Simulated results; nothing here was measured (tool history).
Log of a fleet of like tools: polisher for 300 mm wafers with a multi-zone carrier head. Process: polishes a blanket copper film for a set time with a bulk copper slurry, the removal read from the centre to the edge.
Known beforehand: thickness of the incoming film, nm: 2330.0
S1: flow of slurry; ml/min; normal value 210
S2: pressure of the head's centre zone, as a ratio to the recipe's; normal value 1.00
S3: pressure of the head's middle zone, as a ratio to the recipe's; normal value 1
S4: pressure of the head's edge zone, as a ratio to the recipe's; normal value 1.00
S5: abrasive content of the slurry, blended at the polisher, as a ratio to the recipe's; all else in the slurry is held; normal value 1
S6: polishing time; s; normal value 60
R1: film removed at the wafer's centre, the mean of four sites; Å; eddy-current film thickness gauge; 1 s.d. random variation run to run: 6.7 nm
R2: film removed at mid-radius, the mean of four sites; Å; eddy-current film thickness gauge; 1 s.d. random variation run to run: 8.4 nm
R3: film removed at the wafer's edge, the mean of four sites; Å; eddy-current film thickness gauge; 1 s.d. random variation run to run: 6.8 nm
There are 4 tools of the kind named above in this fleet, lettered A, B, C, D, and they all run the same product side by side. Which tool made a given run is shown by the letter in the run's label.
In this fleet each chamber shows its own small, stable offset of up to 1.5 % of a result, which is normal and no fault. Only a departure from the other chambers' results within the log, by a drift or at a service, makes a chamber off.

| run | hour | S1 | S2 | S3 | S4 | S5 | S6 | R1 | R2 | R3 |
|---|---|---|---|---|---|---|---|---|---|---|
| 1B | 6.8 | 210 | 1.00 | 1 | 1.00 | 1 | 60 | 7183.9 | 7248.3 | 7348.3 |
| 2A | 13.5 | 210 | 1.00 | 1 | 1.00 | 1 | 60 | 7171.4 | 7173.6 | 7159.6 |
| 3C | 23.9 | 210 | 1.00 | 1 | 1.00 | 1 | 60 | 7188.0 | 7101.1 | 7308.0 |
| 4D | 29.7 | 210 | 1.00 | 1 | 1.00 | 1 | 60 | 7266.9 | 7263.4 | 7291.7 |
| 5C | 36.7 | 210 | 1.00 | 1 | 1.00 | 1 | 60 | 7143.4 | 7215.8 | 7217.4 |
|  | 41.6 | chamber A: worn pad replaced by a new one |
| 6A | 45.2 | 210 | 1.07 | 1 | 1.00 | 1 | 60 | 7798.9 | 7196.3 | 7175.5 |
|  | 52.3 | chamber D: worn pad replaced by a new one |
| 7D | 56.4 | 210 | 1.07 | 1 | 1.00 | 1 | 60 | 7783.7 | 7245.1 | 7265.9 |
| 8B | 62.7 | 210 | 1.07 | 1 | 1.00 | 1 | 60 | 7689.2 | 7207.3 | 7259.0 |
|  | 64.4 | chamber C: worn pad replaced by a new one |
|  | 65.6 | chamber B: worn pad replaced by a new one |
| 9A | 72.5 | 210 | 1.07 | 1 | 1.00 | 1 | 60 | 7827.9 | 7163.5 | 7206.7 |
| 10D | 78.6 | 210 | 1.00 | 1 | 1.00 | 1 | 60 | 7184.6 | 7185.4 | 7288.7 |
| 11B | 86.5 | 155 | 1.11 | 1 | 1.00 | 1 | 60 | 7603.8 | 6856.2 | 7030.2 |
| 12C | 97.3 | 155 | 1.11 | 1 | 1.00 | 1 | 60 | 7729.4 | 6812.6 | 7051.1 |
| 13C | 105.6 | 155 | 1.11 | 1 | 1.00 | 1 | 60 | 7786.2 | 7041.3 | 6983.5 |
|  | 112.7 | chamber A: worn pad replaced by a new one |
| 14A | 112.8 | 155 | 1.11 | 1 | 1.00 | 1 | 60 | 7532.5 | 6814.5 | 6911.7 |
| 15D | 120.8 | 210 | 1.00 | 1 | 1.00 | 1 | 60 | 7236.9 | 7329.4 | 7209.9 |
|  | 129.7 | chamber B: worn pad replaced by a new one |
| 16B | 130.0 | 210 | 0.94 | 1 | 1.11 | 1 | 60 | 6796.2 | 7252.0 | 7708.1 |
|  | 130.5 | chamber C: worn pad replaced by a new one |
|  | 137.6 | chamber A: slurry nozzle cleaned |
|  | 139.1 | chamber C: edge zone pressure recalibrated |
| 17C | 142.6 | 210 | 0.94 | 1 | 1.11 | 1 | 60 | 6867.5 | 7323.8 | 7711.9 |
|  | 153.5 | chamber D: worn pad replaced by a new one |
| 18B | 153.9 | 210 | 0.94 | 1 | 1.11 | 1 | 60 | 6627.8 | 7420.9 | 7636.4 |
| 19A | 164.2 | 210 | 0.94 | 1 | 1.11 | 1 | 60 | 6742.3 | 7339.1 | 7506.7 |
|  | 170.6 | chamber C: slurry nozzle cleaned |
| 20D | 171.5 | 210 | 1.00 | 1 | 1.00 | 1 | 60 | 7245.9 | 7215.1 | 7286.7 |
| 21C | 177.7 | 210 | 1.00 | 1 | 1.00 | 1 | 60 | 7589.0 | 7212.1 | 7190.7 |
|  | 178.7 | chamber A: worn pad replaced by a new one |
|  | 178.9 | chamber A: edge zone pressure recalibrated |
| 22D | 190.4 | 210 | 1.00 | 1 | 1.00 | 1 | 60 | 7157.6 | 7294.0 | 7286.5 |
|  | 192.1 | chamber C: worn pad replaced by a new one |
|  | 195.9 | chamber B: worn pad replaced by a new one |
|  | 199.0 | chamber D: slurry nozzle cleaned |
| 23A | 199.4 | 210 | 1.00 | 1 | 1.00 | 1 | 60 | 7148.0 | 7309.4 | 7269.1 |
| 24B | 211.0 | 210 | 1.00 | 1 | 1.00 | 1 | 60 | 7201.3 | 7139.3 | 7396.4 |
|  | 214.9 | chamber A: centre zone pressure recalibrated |
| 25D | 221.1 | 210 | 1.00 | 1 | 1.00 | 1 | 60 | 7234.2 | 7280.7 | 7140.7 |
| 26B | 228.4 | 210 | 1.00 | 1 | 1.00 | 1 | 60 | 7196.1 | 7109.2 | 7304.7 |
|  | 239.5 | chamber A: worn pad replaced by a new one |
| 27C | 241.5 | 210 | 1.00 | 1 | 1.00 | 1 | 60 | 7677.0 | 7267.6 | 7165.0 |
|  | 247.8 | chamber D: worn pad replaced by a new one |
| 28A | 248.2 | 210 | 1.00 | 1 | 1.00 | 1 | 60 | 7277.7 | 7298.6 | 7193.8 |
|  | 248.3 | chamber D: edge zone pressure recalibrated |
| 29D | 253.9 | 210 | 1.00 | 1 | 1.00 | 1 | 60 | 7270.4 | 7217.0 | 7198.7 |
| 30C | 260.8 | 210 | 1.00 | 1 | 1.00 | 1 | 60 | 7653.9 | 7237.1 | 7156.1 |
|  | 267.9 | chamber C: worn pad replaced by a new one |
|  | 269.0 | chamber B: worn pad replaced by a new one |
| 31A | 269.5 | 210 | 1.00 | 1 | 1.00 | 1 | 60 | 7176.1 | 7361.5 | 7121.2 |
| 32B | 276.8 | 210 | 1.00 | 1 | 1.00 | 1 | 60 | 7220.6 | 7217.6 | 7339.7 |
| 33D | 285.6 | 210 | 1.00 | 1 | 1.00 | 1 | 60 | 7265.0 | 7127.3 | 7225.7 |
| 34B | 292.2 | 210 | 1.00 | 1 | 1.00 | 1 | 60 | 7236.2 | 7038.9 | 7322.9 |
|  | 300.4 | chamber A: worn pad replaced by a new one |
| 35A | 304.7 | 210 | 1.00 | 1 | 1.00 | 1 | 60 | 7149.9 | 7121.3 | 7147.6 |
|  | 306.3 | chamber B: centre zone pressure recalibrated |
| 36C | 310.8 | 210 | 1.00 | 1 | 1.00 | 1 | 60 | 7864.8 | 7321.7 | 7008.2 |
| 37A | 318.1 | 210 | 1.00 | 1 | 1.00 | 1 | 60 | 7257.3 | 7275.1 | 7104.1 |
| 38D | 326.3 | 210 | 1.00 | 1 | 1.00 | 1 | 60 | 7319.2 | 7258.8 | 7272.9 |
| 39B | 335.1 | 210 | 1.00 | 1 | 1.00 | 1 | 60 | 7191.7 | 7313.6 | 7399.1 |

Has any chamber moved away from the others, gradually or after a service, or does the common gauge drift, or do the chambers differ only by their own small steady offsets? State the chamber and the most likely cause if one applies.

Chamber C drifts away from the others.
What lies behind it: centre zone's pressure above its setpoint, % = 8.95.

Which of the 4 candidates below, each the usual settings with something changed and its results left as question marks, puts chamber C back in line with what the other chambers give on the usual settings?
Maximum distance from the other chambers' mean on the usual settings for a result to count as in line: R1 230.0 Å; R2 290.0 Å; R3 240.0 Å
| 40C-1 | 344.5 | 215 | 1.08 | 0.99 | 0.97 | 1 | 60 | ? | ? | ? |
| 40C-2 | 344.5 | 225 | 1.17 | 0.97 | 0.94 | 1 | 61 | ? | ? | ? |
| 40C-3 | 344.5 | 205 | 0.92 | 1.01 | 1.03 | 1 | 60 | ? | ? | ? |
| 40C-4 | 344.5 | 200 | 0.85 | 1.03 | 1.06 | 1 | 59 | ? | ? | ? |

The other chambers' mean on the usual settings: R1 7214.0 Å; R2 7234.5 Å; R3 7231.8 Å
| run | R1 | R2 | R3 |
|---|---|---|---|
| 40C-1 | 8595.5 | 7150.5 | 7089.3 |
| 40C-2 | 9580.8 | 7174.4 | 7125.9 |
| 40C-3 | 7181.4 | 7241.6 | 7278.6 |
| 40C-4 | 6455.3 | 7227.7 | 7247.2 |
The right change is 40C-3: it brings the chamber back within the allowed miss of the others.
